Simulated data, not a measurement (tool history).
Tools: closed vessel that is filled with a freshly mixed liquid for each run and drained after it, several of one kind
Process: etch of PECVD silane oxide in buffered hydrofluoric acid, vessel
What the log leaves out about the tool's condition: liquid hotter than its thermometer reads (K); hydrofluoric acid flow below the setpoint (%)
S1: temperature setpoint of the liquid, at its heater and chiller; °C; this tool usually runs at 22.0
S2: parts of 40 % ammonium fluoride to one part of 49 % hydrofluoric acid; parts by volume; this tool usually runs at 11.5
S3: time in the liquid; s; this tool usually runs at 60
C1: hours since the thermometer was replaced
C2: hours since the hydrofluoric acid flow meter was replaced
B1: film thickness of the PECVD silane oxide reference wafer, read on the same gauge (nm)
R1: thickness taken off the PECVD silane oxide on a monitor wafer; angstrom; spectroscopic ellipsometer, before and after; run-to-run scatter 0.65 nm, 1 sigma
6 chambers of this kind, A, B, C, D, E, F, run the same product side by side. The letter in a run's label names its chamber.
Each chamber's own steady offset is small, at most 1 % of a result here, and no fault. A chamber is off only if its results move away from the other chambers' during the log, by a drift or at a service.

run 1D day=0.408 | S1=22.0 S2=11.5 S3=60 | C1=462.8 C2=976.8 | B1=150.04 | R1=902.66
run 2A day=1.071 | S1=22.0 S2=11.5 S3=60 | C1=411.1 C2=644.4 | B1=150.03 | R1=884.80
run 3B day=1.550 | S1=22.0 S2=11.5 S3=60 | C1=584.3 C2=199.2 | B1=150.01 | R1=914.88
run 4F day=2.117 | S1=22.0 S2=11.5 S3=60 | C1=395.3 C2=496.4 | B1=150.03 | R1=906.69
run 5E day=2.746 | S1=22.0 S2=11.5 S3=60 | C1=1797.1 C2=1604.9 | B1=150.00 | R1=909.65
run 6C day=3.117 | S1=22.0 S2=11.5 S3=60 | C1=1198.2 C2=280.5 | B1=149.98 | R1=922.25
run 7A day=3.667 | S1=22.0 S2=11.5 S3=60 | C1=473.4 C2=706.7 | B1=149.99 | R1=900.96
run 8C day=4.017 | S1=22.0 S2=11.5 S3=60 | C1=1219.8 C2=302.1 | B1=149.98 | R1=915.31
run 9B day=4.446 | S1=22.0 S2=11.5 S3=60 | C1=653.8 C2=268.7 | B1=149.99 | R1=926.09
run 10D day=4.908 | S1=22.0 S2=11.5 S3=60 | C1=570.8 C2=1084.8 | B1=150.00 | R1=903.29
run 11F day=5.296 | S1=22.0 S2=11.5 S3=60 | C1=471.6 C2=572.7 | B1=150.02 | R1=914.23
run 12E day=5.950 | S1=26.5 S2=8.5 S3=60 | C1=1874.0 C2=1681.8 | B1=150.02 | R1=1533.00
run 13B day=6.571 | S1=26.5 S2=8.5 S3=60 | C1=704.8 C2=319.7 | B1=150.02 | R1=1529.30
run 14A day=7.229 | S1=26.5 S2=8.5 S3=60 | C1=558.9 C2=792.2 | B1=149.98 | R1=1505.10
run 15F day=7.796 | S1=26.5 S2=8.5 S3=60 | C1=531.6 C2=632.7 | B1=149.99 | R1=1499.70
-- day=7.858 chamber D: thermometer replaced
run 16D day=8.417 | S1=26.5 S2=8.5 S3=60 | C1=13.4 C2=1169.0 | B1=150.00 | R1=1509.50
run 17C day=8.767 | S1=26.5 S2=8.5 S3=60 | C1=1333.8 C2=416.1 | B1=150.02 | R1=1508.50
-- day=9.021 chamber C: hydrofluoric acid flow meter replaced
run 18E day=9.150 | S1=22.0 S2=11.5 S3=60 | C1=1950.8 C2=1758.6 | B1=149.97 | R1=920.41
run 19E day=9.471 | S1=22.0 S2=11.5 S3=60 | C1=1958.5 C2=1766.3 | B1=149.99 | R1=911.87
run 20C day=9.825 | S1=22.0 S2=11.5 S3=60 | C1=1359.2 C2=19.3 | B1=149.96 | R1=915.11
-- day=9.912 chamber C: thermometer replaced
run 21A day=10.212 | S1=22.0 S2=11.5 S3=60 | C1=630.5 C2=863.8 | B1=150.03 | R1=906.09
-- day=10.392 chamber F: thermometer replaced
run 22D day=10.821 | S1=26.5 S2=11.5 S3=70 | C1=71.1 C2=1226.7 | B1=150.00 | R1=1375.70
run 23B day=11.496 | S1=26.5 S2=11.5 S3=70 | C1=823.0 C2=437.9 | B1=150.01 | R1=1369.70
run 24F day=12.158 | S1=26.5 S2=11.5 S3=70 | C1=42.5 C2=737.4 | B1=150.02 | R1=1351.60
run 25D day=12.504 | S1=26.5 S2=11.5 S3=70 | C1=111.5 C2=1267.1 | B1=149.99 | R1=1354.80
-- day=12.542 chamber B: thermometer replaced
run 26C day=13.112 | S1=26.5 S2=11.5 S3=70 | C1=76.9 C2=98.2 | B1=150.05 | R1=1347.40
run 27A day=13.446 | S1=26.5 S2=11.5 S3=70 | C1=708.1 C2=941.4 | B1=149.97 | R1=1355.70
run 28E day=13.762 | S1=22.0 S2=11.5 S3=60 | C1=2061.5 C2=1869.3 | B1=150.01 | R1=911.98
run 29B day=14.425 | S1=22.0 S2=11.5 S3=60 | C1=45.3 C2=508.2 | B1=149.98 | R1=902.89
run 30F day=14.979 | S1=22.0 S2=11.5 S3=60 | C1=110.2 C2=805.1 | B1=150.00 | R1=906.72
run 31A day=15.317 | S1=22.0 S2=11.5 S3=60 | C1=753.0 C2=986.3 | B1=150.01 | R1=909.35
run 32D day=15.621 | S1=22.0 S2=11.5 S3=60 | C1=186.3 C2=1341.9 | B1=150.01 | R1=898.36
run 33C day=16.117 | S1=22.0 S2=11.5 S3=60 | C1=149.0 C2=170.3 | B1=149.99 | R1=912.41
run 34B day=16.521 | S1=22.0 S2=11.5 S3=60 | C1=95.6 C2=558.5 | B1=149.99 | R1=909.44
run 35E day=17.188 | S1=22.0 S2=11.5 S3=60 | C1=2143.7 C2=1951.5 | B1=149.99 | R1=912.80
run 36F day=17.704 | S1=22.0 S2=11.5 S3=60 | C1=175.6 C2=870.5 | B1=150.03 | R1=906.09
run 37E day=18.304 | S1=22.0 S2=11.5 S3=60 | C1=2170.5 C2=1978.3 | B1=149.93 | R1=906.18
run 38F day=18.988 | S1=22.0 S2=11.5 S3=60 | C1=206.4 C2=901.3 | B1=150.01 | R1=913.27
run 39C day=19.475 | S1=22.0 S2=11.5 S3=60 | C1=229.6 C2=250.9 | B1=150.01 | R1=897.39

Read the log: is a single chamber off, either drifting away or since a service, is the gauge that measures every chamber drifting, or is nothing wrong beyond small per-chamber offsets? Name any odd chamber and what most likely caused it.

Neither any chamber nor the gauge drifts; the chambers differ only by their own small, steady offsets.

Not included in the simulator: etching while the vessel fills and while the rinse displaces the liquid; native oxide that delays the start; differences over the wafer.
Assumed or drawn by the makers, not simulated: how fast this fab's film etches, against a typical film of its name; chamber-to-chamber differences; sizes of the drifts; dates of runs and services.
